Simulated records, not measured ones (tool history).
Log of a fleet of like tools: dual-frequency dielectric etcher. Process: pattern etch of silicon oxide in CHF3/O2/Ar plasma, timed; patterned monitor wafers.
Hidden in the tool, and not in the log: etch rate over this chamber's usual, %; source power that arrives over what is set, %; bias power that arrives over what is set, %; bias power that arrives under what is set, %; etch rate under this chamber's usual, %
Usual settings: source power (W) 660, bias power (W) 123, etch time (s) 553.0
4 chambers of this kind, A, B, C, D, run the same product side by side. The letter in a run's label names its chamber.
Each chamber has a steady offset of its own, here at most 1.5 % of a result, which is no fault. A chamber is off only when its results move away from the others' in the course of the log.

run	hour	source power (W)	bias power (W)	etch time (s)	hours since the last wet clean	hours since the last source power generator calibration	hours since the last bias power generator calibration	read-back reference wafer on the same gauge, depth_nm	mean etch depth across the wafer (nm)
1D	10.7	660	123	553.0	310.4	618.8	2099.0	1039.8	1006.80
2C	17.9	660	123	553.0	163.4	1256.0	1710.1	1040.0	996.56
3A	23.7	660	123	553.0	145.3	375.3	2736.0	1039.9	1000.30
4B	33.7	660	123	553.0	127.3	3751.3	2908.5	1039.7	993.14
5C	44.5	660	145	499.5	190.0	1282.6	1736.7	1040.4	943.11
6B	53.0	660	145	499.5	146.6	3770.6	2927.8	1040.1	940.89
7D	63.5	660	145	499.5	363.2	671.6	2151.8	1039.6	956.54
8A	74.7	660	145	499.5	196.3	426.3	2787.0	1039.7	951.84
9C	82.0	660	123	553.0	227.5	1320.1	1774.2	1040.0	999.91
# hour 86.2: chamber B: source power generator calibrated
10B	89.5	660	123	553.0	183.1	3.3	2964.3	1039.8	989.07
11D	96.7	660	123	553.0	396.4	704.8	2185.0	1039.9	1005.40
12A	104.1	660	123	553.0	225.7	455.7	2816.4	1040.3	999.20
13C	109.7	660	123	553.0	255.2	1347.8	1801.9	1040.8	995.74
14A	116.8	660	123	553.0	238.4	468.4	2829.1	1040.4	1003.20
15B	124.4	660	123	553.0	218.0	38.2	2999.2	1040.4	990.98
16D	131.5	660	123	553.0	431.2	739.6	2219.8	1040.2	1004.40
17C	139.0	660	123	553.0	284.5	1377.1	1831.2	1040.2	1000.70
18B	149.8	660	123	553.0	243.4	63.6	3024.6	1040.4	991.93
19D	161.4	660	123	553.0	461.1	769.5	2249.7	1040.5	1007.50
20A	173.2	660	123	553.0	294.8	524.8	2885.5	1040.4	1004.10
21B	182.2	660	123	553.0	275.8	96.0	3057.0	1040.2	995.17
22C	190.3	660	123	553.0	335.8	1428.4	1882.5	1039.4	995.44
23D	195.9	660	123	553.0	495.6	804.0	2284.2	1040.1	1006.20
24A	207.5	660	123	553.0	329.1	559.1	2919.8	1040.2	1002.50

Next, every chamber runs the same settings. What will each give?
25A	216.4	660	123	553.0					?
25B	216.4	660	123	553.0					?
25C	216.4	660	123	553.0					?
25D	216.4	660	123	553.0					?

run	mean etch depth across the wafer (nm)
25A	1005.10
25B	993.24
25C	998.47
25D	1006.60
